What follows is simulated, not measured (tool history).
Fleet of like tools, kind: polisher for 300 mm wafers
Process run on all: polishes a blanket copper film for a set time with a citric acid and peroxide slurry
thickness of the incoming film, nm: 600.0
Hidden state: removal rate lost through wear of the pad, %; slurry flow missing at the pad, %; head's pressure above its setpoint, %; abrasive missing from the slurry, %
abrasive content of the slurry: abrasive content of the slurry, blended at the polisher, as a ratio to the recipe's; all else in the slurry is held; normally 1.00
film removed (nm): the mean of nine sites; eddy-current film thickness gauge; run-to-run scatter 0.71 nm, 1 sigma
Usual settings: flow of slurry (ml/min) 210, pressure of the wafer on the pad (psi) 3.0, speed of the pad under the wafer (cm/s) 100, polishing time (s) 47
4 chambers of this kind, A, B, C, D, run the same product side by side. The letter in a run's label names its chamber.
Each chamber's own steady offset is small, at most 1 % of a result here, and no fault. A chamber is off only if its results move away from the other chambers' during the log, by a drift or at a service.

| run | day | flow of slurry (ml/min) | pressure of the wafer on the pad (psi) | speed of the pad under the wafer (cm/s) | abrasive content of the slurry | polishing time (s) | wafers polished on this pad | hours since the slurry nozzle was cleaned | hours since the head pressure was calibrated | hours since the slurry blender was calibrated | film removed (nm) |
|---|---|---|---|---|---|---|---|---|---|---|---|
|  | 0.104 | chamber C: worn pad replaced by a new one |
|  | 0.325 | chamber B: slurry blender recalibrated |
| 1D | 0.483 | 210 | 3.0 | 100 | 1.00 | 47 | 775 | 213.1 | 872.9 | 67.1 | 111.430 |
| 2A | 0.908 | 210 | 3.0 | 100 | 1.00 | 47 | 646 | 128.5 | 405.0 | 182.6 | 111.470 |
| 3B | 1.417 | 210 | 3.0 | 100 | 1.00 | 47 | 821 | 354.0 | 78.5 | 26.3 | 111.410 |
|  | 1.667 | chamber D: worn pad replaced by a new one |
| 4C | 1.879 | 210 | 3.0 | 100 | 1.00 | 47 | 482 | 98.2 | 714.1 | 82.4 | 110.060 |
| 5A | 2.467 | 210 | 3.0 | 100 | 0.75 | 47 | 1069 | 165.9 | 442.4 | 220.0 | 105.420 |
| 6C | 2.829 | 210 | 3.0 | 100 | 0.75 | 47 | 740 | 121.0 | 736.9 | 105.2 | 104.580 |
|  | 3.283 | chamber A: worn pad replaced by a new one |
|  | 3.308 | chamber D: slurry nozzle cleaned |
| 7B | 3.379 | 210 | 3.0 | 100 | 0.75 | 47 | 1354 | 401.1 | 125.6 | 73.4 | 106.180 |
| 8D | 4.008 | 210 | 3.0 | 100 | 0.75 | 47 | 636 | 16.9 | 957.5 | 151.7 | 104.670 |
| 9D | 4.321 | 210 | 3.0 | 100 | 1.00 | 47 | 721 | 24.4 | 965.0 | 159.2 | 112.750 |
|  | 4.833 | chamber B: slurry nozzle cleaned |
| 10C | 4.904 | 210 | 3.0 | 100 | 1.00 | 47 | 1303 | 170.8 | 786.7 | 155.0 | 110.120 |
|  | 5.217 | chamber C: worn pad replaced by a new one |
| 11A | 5.329 | 210 | 3.0 | 100 | 1.00 | 47 | 556 | 234.6 | 511.1 | 288.7 | 111.080 |
| 12B | 5.679 | 210 | 3.0 | 100 | 1.00 | 47 | 1979 | 20.4 | 180.8 | 128.6 | 113.510 |
|  | 5.762 | chamber C: slurry blender recalibrated |
|  | 5.854 | chamber D: worn pad replaced by a new one |
| 13A | 6.167 | 210 | 3.0 | 100 | 1.00 | 47 | 783 | 254.7 | 531.2 | 308.8 | 110.680 |
| 14D | 6.617 | 210 | 3.0 | 100 | 1.00 | 47 | 207 | 79.5 | 1020.1 | 214.3 | 111.310 |
|  | 6.679 | chamber A: head pressure recalibrated |
| 15C | 6.925 | 210 | 3.0 | 100 | 1.00 | 47 | 464 | 219.3 | 835.2 | 28.0 | 110.620 |
|  | 7.208 | chamber D: slurry blender recalibrated |
| 16B | 7.283 | 210 | 3.0 | 100 | 1.00 | 47 | 2415 | 58.9 | 219.3 | 167.1 | 112.370 |
| 17A | 7.858 | 210 | 3.0 | 100 | 1.00 | 47 | 1243 | 295.3 | 28.4 | 349.4 | 112.140 |
|  | 7.892 | chamber A: worn pad replaced by a new one |
|  | 7.942 | chamber A: slurry nozzle cleaned |
| 18B | 8.283 | 210 | 3.0 | 80 | 1.00 | 47 | 2686 | 82.9 | 243.3 | 191.1 | 90.105 |
| 19D | 8.800 | 210 | 3.0 | 80 | 1.00 | 47 | 800 | 131.9 | 1072.5 | 38.3 | 90.071 |
| 20C | 9.208 | 210 | 3.0 | 80 | 1.00 | 47 | 1084 | 274.1 | 890.0 | 82.8 | 88.922 |
|  | 9.525 | chamber A: slurry blender recalibrated |
| 21C | 9.675 | 210 | 3.0 | 80 | 1.00 | 47 | 1211 | 285.3 | 901.2 | 94.0 | 89.375 |
| 22B | 10.067 | 210 | 3.0 | 100 | 1.00 | 47 | 3171 | 125.7 | 286.1 | 233.9 | 111.010 |
| 23A | 10.508 | 210 | 3.0 | 100 | 1.00 | 47 | 710 | 61.7 | 92.0 | 23.6 | 112.920 |
|  | 10.596 | chamber B: slurry blender recalibrated |
|  | 10.921 | chamber D: worn pad replaced by a new one |
|  | 11.012 | chamber C: worn pad replaced by a new one |
| 24D | 11.129 | 210 | 3.0 | 100 | 1.00 | 47 | 56 | 187.8 | 1128.4 | 94.2 | 112.650 |
| 25C | 11.479 | 210 | 3.0 | 114 | 1.00 | 47 | 126 | 328.6 | 944.5 | 137.3 | 124.700 |
|  | 11.508 | chamber B: head pressure recalibrated |
| 26D | 11.767 | 210 | 3.0 | 114 | 1.00 | 47 | 230 | 203.1 | 1143.7 | 109.5 | 125.860 |
|  | 11.838 | chamber A: worn pad replaced by a new one |
| 27A | 12.300 | 210 | 3.0 | 114 | 1.00 | 47 | 126 | 104.7 | 135.0 | 66.6 | 126.870 |
| 28B | 12.692 | 210 | 3.0 | 114 | 1.00 | 47 | 3884 | 188.7 | 28.4 | 50.4 | 122.350 |
| 29A | 13.162 | 210 | 3.0 | 100 | 1.00 | 47 | 360 | 125.4 | 155.7 | 87.3 | 111.840 |
|  | 13.275 | chamber C: slurry blender recalibrated |
| 30C | 13.583 | 210 | 2.4 | 100 | 1.00 | 47 | 698 | 379.1 | 995.0 | 7.4 | 89.230 |
| 31B | 14.108 | 210 | 2.4 | 100 | 1.00 | 47 | 4268 | 222.7 | 62.4 | 84.4 | 85.878 |
| 32D | 14.429 | 210 | 2.4 | 100 | 1.00 | 47 | 953 | 267.0 | 1207.6 | 173.4 | 89.896 |
|  | 14.483 | chamber D: slurry nozzle cleaned |
| 33C | 14.738 | 210 | 2.4 | 100 | 1.00 | 47 | 1011 | 406.8 | 1022.7 | 35.1 | 89.240 |
|  | 14.846 | chamber D: head pressure recalibrated |
| 34A | 15.100 | 210 | 3.0 | 100 | 1.00 | 47 | 886 | 171.9 | 202.2 | 133.8 | 112.480 |
| 35B | 15.488 | 210 | 3.0 | 70 | 1.00 | 47 | 4643 | 255.8 | 95.5 | 117.5 | 75.411 |
|  | 15.504 | chamber D: worn pad replaced by a new one |
| 36D | 15.858 | 210 | 3.0 | 70 | 1.00 | 47 | 97 | 33.1 | 24.3 | 207.7 | 78.526 |
|  | 15.892 | chamber C: worn pad replaced by a new one |
| 37C | 16.429 | 210 | 3.0 | 70 | 1.00 | 47 | 146 | 447.4 | 1063.3 | 75.7 | 78.481 |
| 38B | 16.721 | 210 | 3.0 | 70 | 1.00 | 47 | 4978 | 285.4 | 125.1 | 147.1 | 73.750 |
|  | 16.954 | chamber D: slurry blender recalibrated |
| 39D | 17.342 | 210 | 3.0 | 100 | 1.00 | 47 | 500 | 68.7 | 59.9 | 9.3 | 112.060 |

All chambers now run identical settings, listed one chamber a line with results as question marks. What results will each chamber show?
| 40A | 17.800 | 210 | 3.0 | 100 | 1.00 | 47 |  |  |  |  | ? |
| 40B | 17.800 | 210 | 3.0 | 100 | 1.00 | 47 |  |  |  |  | ? |
| 40C | 17.800 | 210 | 3.0 | 100 | 1.00 | 47 |  |  |  |  | ? |
| 40D | 17.800 | 210 | 3.0 | 100 | 1.00 | 47 |  |  |  |  | ? |

| run | film removed (nm) |
|---|---|
| 40A | 110.880 |
| 40B | 104.210 |
| 40C | 110.120 |
| 40D | 111.330 |

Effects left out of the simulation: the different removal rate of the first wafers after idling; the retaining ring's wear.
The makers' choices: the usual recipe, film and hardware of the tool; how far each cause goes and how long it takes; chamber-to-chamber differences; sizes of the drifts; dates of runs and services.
